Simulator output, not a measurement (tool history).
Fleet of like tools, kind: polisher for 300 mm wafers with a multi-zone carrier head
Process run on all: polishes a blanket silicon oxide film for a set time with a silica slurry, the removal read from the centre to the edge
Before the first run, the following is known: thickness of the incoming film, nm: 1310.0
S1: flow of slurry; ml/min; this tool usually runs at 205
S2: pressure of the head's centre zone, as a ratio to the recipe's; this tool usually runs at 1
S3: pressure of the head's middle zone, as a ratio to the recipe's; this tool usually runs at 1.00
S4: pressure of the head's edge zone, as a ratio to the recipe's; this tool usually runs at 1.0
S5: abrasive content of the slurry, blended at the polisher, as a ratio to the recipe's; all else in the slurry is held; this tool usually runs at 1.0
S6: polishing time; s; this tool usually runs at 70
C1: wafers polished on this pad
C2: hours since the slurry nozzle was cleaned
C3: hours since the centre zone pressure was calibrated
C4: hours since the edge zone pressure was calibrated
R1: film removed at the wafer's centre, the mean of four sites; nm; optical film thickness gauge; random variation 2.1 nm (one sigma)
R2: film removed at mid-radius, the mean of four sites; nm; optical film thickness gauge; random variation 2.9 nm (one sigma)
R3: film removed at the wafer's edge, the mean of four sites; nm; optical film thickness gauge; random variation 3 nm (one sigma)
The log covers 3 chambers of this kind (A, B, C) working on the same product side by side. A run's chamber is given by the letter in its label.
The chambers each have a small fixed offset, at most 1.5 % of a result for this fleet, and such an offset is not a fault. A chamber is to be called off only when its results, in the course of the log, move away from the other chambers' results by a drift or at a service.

run 1B day=0.258 | S1=205 S2=1 S3=1.00 S4=1.0 S5=1.0 S6=70 | C1=238 C2=271.4 C3=256.5 C4=252.6 | R1=227.95 R2=229.87 R3=232.06
run 2C day=0.512 | S1=205 S2=1 S3=1.00 S4=1.0 S5=1.0 S6=70 | C1=1170 C2=161.0 C3=629.5 C4=83.3 | R1=232.84 R2=228.19 R3=228.33
run 3A day=0.725 | S1=205 S2=1 S3=1.00 S4=1.0 S5=1.0 S6=70 | C1=665 C2=733.5 C3=733.2 C4=206.9 | R1=233.64 R2=232.27 R3=232.01
run 4B day=0.858 | S1=205 S2=1 S3=1.00 S4=1.0 S5=1.0 S6=70 | C1=369 C2=285.8 C3=270.9 C4=267.0 | R1=232.76 R2=234.48 R3=229.78
run 5C day=1.054 | S1=205 S2=1 S3=1.00 S4=1.0 S5=1.0 S6=70 | C1=1288 C2=174.0 C3=642.5 C4=96.3 | R1=230.98 R2=230.53 R3=232.69
run 6A day=1.179 | S1=185 S2=1 S3=1.00 S4=1.0 S5=0.8 S6=70 | C1=764 C2=744.4 C3=744.1 C4=217.8 | R1=200.17 R2=200.10 R3=202.44
-- day=1.225 chamber A: slurry nozzle cleaned
-- day=1.275 chamber C: worn pad replaced by a new one
run 7B day=1.400 | S1=185 S2=1 S3=1.00 S4=1.0 S5=0.8 S6=70 | C1=487 C2=298.8 C3=283.9 C4=280.0 | R1=203.99 R2=203.48 R3=204.74
run 8A day=1.617 | S1=185 S2=1 S3=1.00 S4=1.0 S5=0.8 S6=70 | C1=860 C2=9.5 C3=754.6 C4=228.3 | R1=206.12 R2=207.01 R3=211.53
run 9C day=1.833 | S1=205 S2=1 S3=1.11 S4=1.0 S5=1.0 S6=89 | C1=122 C2=192.7 C3=661.2 C4=115.0 | R1=296.62 R2=325.45 R3=290.75
-- day=1.883 chamber B: worn pad replaced by a new one
run 10C day=1.988 | S1=205 S2=1 S3=1.11 S4=1.0 S5=1.0 S6=89 | C1=155 C2=196.4 C3=664.9 C4=118.7 | R1=292.92 R2=333.80 R3=294.08
run 11A day=2.233 | S1=205 S2=1 S3=1.11 S4=1.0 S5=1.0 S6=89 | C1=994 C2=24.3 C3=769.4 C4=243.1 | R1=291.35 R2=327.60 R3=295.63
run 12B day=2.471 | S1=205 S2=1 S3=1.00 S4=1.0 S5=1.0 S6=70 | C1=128 C2=324.5 C3=309.6 C4=305.7 | R1=230.70 R2=231.20 R3=228.15
-- day=2.479 chamber A: worn pad replaced by a new one
-- day=2.533 chamber A: centre zone pressure recalibrated
run 13C day=2.708 | S1=205 S2=1 S3=1.00 S4=1.0 S5=1.2 S6=82 | C1=312 C2=213.7 C3=682.2 C4=136.0 | R1=299.76 R2=292.76 R3=292.19
run 14B day=2.858 | S1=205 S2=1 S3=1.00 S4=1.0 S5=1.2 S6=82 | C1=212 C2=333.8 C3=318.9 C4=315.0 | R1=289.57 R2=289.87 R3=294.79
run 15A day=3.000 | S1=205 S2=1 S3=1.00 S4=1.0 S5=1.2 S6=82 | C1=113 C2=42.7 C3=11.3 C4=261.5 | R1=324.10 R2=292.38 R3=293.17
run 16C day=3.179 | S1=205 S2=1 S3=1.00 S4=1.0 S5=1.0 S6=70 | C1=415 C2=225.0 C3=693.5 C4=147.3 | R1=231.10 R2=230.55 R3=232.94
run 17B day=3.367 | S1=205 S2=1 S3=1.00 S4=1.0 S5=1.0 S6=70 | C1=323 C2=346.0 C3=331.1 C4=327.2 | R1=233.40 R2=229.58 R3=239.84
run 18A day=3.600 | S1=205 S2=1 S3=1.00 S4=1.0 S5=1.0 S6=70 | C1=244 C2=57.1 C3=25.7 C4=275.9 | R1=253.80 R2=228.98 R3=231.14
run 19C day=3.783 | S1=205 S2=1 S3=1.00 S4=1.0 S5=1.0 S6=70 | C1=547 C2=239.5 C3=708.0 C4=161.8 | R1=230.03 R2=231.25 R3=226.37
run 20B day=3.912 | S1=205 S2=1 S3=1.00 S4=1.0 S5=1.0 S6=70 | C1=442 C2=359.1 C3=344.2 C4=340.3 | R1=230.92 R2=238.77 R3=228.94
run 21A day=4.171 | S1=205 S2=1 S3=1.00 S4=1.0 S5=1.0 S6=70 | C1=368 C2=70.8 C3=39.4 C4=289.6 | R1=249.72 R2=233.02 R3=229.42
run 22C day=4.417 | S1=205 S2=1 S3=1.00 S4=1.0 S5=1.0 S6=70 | C1=685 C2=254.7 C3=723.2 C4=177.0 | R1=234.92 R2=238.02 R3=233.26
-- day=4.425 chamber B: worn pad replaced by a new one
run 23A day=4.579 | S1=205 S2=1 S3=1.00 S4=1.0 S5=1.0 S6=70 | C1=457 C2=80.6 C3=49.2 C4=299.4 | R1=252.72 R2=229.48 R3=231.66
run 24B day=4.808 | S1=205 S2=1 S3=1.11 S4=1.0 S5=1.0 S6=81 | C1=84 C2=380.6 C3=365.7 C4=361.8 | R1=269.48 R2=300.07 R3=269.59
run 25B day=4.954 | S1=205 S2=1 S3=1.11 S4=1.0 S5=1.0 S6=81 | C1=116 C2=384.1 C3=369.2 C4=365.3 | R1=266.35 R2=296.39 R3=271.81
run 26A day=5.104 | S1=205 S2=1 S3=1.11 S4=1.0 S5=1.0 S6=81 | C1=572 C2=93.2 C3=61.8 C4=312.0 | R1=293.21 R2=294.78 R3=269.83
run 27C day=5.275 | S1=205 S2=1 S3=1.00 S4=1.1 S5=1.0 S6=70 | C1=872 C2=275.3 C3=743.8 C4=197.6 | R1=237.14 R2=231.62 R3=243.42
run 28B day=5.454 | S1=205 S2=1 S3=1.00 S4=1.1 S5=1.0 S6=70 | C1=225 C2=396.1 C3=381.2 C4=377.3 | R1=233.73 R2=231.11 R3=246.01
run 29C day=5.675 | S1=205 S2=1 S3=1.00 S4=1.1 S5=1.0 S6=70 | C1=959 C2=284.9 C3=753.4 C4=207.2 | R1=236.53 R2=231.24 R3=242.34
run 30A day=5.879 | S1=205 S2=1 S3=1.00 S4=1.0 S5=1.0 S6=70 | C1=740 C2=111.8 C3=80.4 C4=330.6 | R1=253.29 R2=231.79 R3=230.11
run 31A day=6.075 | S1=205 S2=1 S3=1.00 S4=1.0 S5=1.0 S6=70 | C1=783 C2=116.5 C3=85.1 C4=335.3 | R1=250.85 R2=230.82 R3=236.08
run 32B day=6.288 | S1=205 S2=1 S3=1.00 S4=1.0 S5=1.0 S6=70 | C1=406 C2=416.1 C3=401.2 C4=397.3 | R1=229.41 R2=232.72 R3=231.50
run 33C day=6.438 | S1=205 S2=1 S3=1.00 S4=1.0 S5=1.0 S6=70 | C1=1125 C2=303.2 C3=771.7 C4=225.5 | R1=236.17 R2=229.32 R3=234.03
-- day=6.450 chamber C: centre zone pressure recalibrated
run 34C day=6.658 | S1=205 S2=1 S3=1.00 S4=1.0 S5=1.0 S6=70 | C1=1173 C2=308.5 C3=5.0 C4=230.8 | R1=229.05 R2=235.13 R3=226.56
-- day=6.700 chamber A: worn pad replaced by a new one
run 35A day=6.867 | S1=205 S2=1 S3=1.00 S4=1.0 S5=1.0 S6=70 | C1=36 C2=135.5 C3=104.1 C4=354.3 | R1=249.11 R2=227.19 R3=231.89

For the next run the whole fleet of 3 chambers uses the same settings. Give each chamber's results:
run 36A day=7.067 | S1=205 S2=1 S3=1.00 S4=1.0 S5=1.0 S6=70 | R1=? R2=? R3=?
run 36B day=7.067 | S1=205 S2=1 S3=1.00 S4=1.0 S5=1.0 S6=70 | R1=? R2=? R3=?
run 36C day=7.067 | S1=205 S2=1 S3=1.00 S4=1.0 S5=1.0 S6=70 | R1=? R2=? R3=?

run=36A R1=256.57 R2=232.74 R3=232.49
run=36B R1=229.89 R2=232.76 R3=241.41
run=36C R1=231.72 R2=235.36 R3=226.55
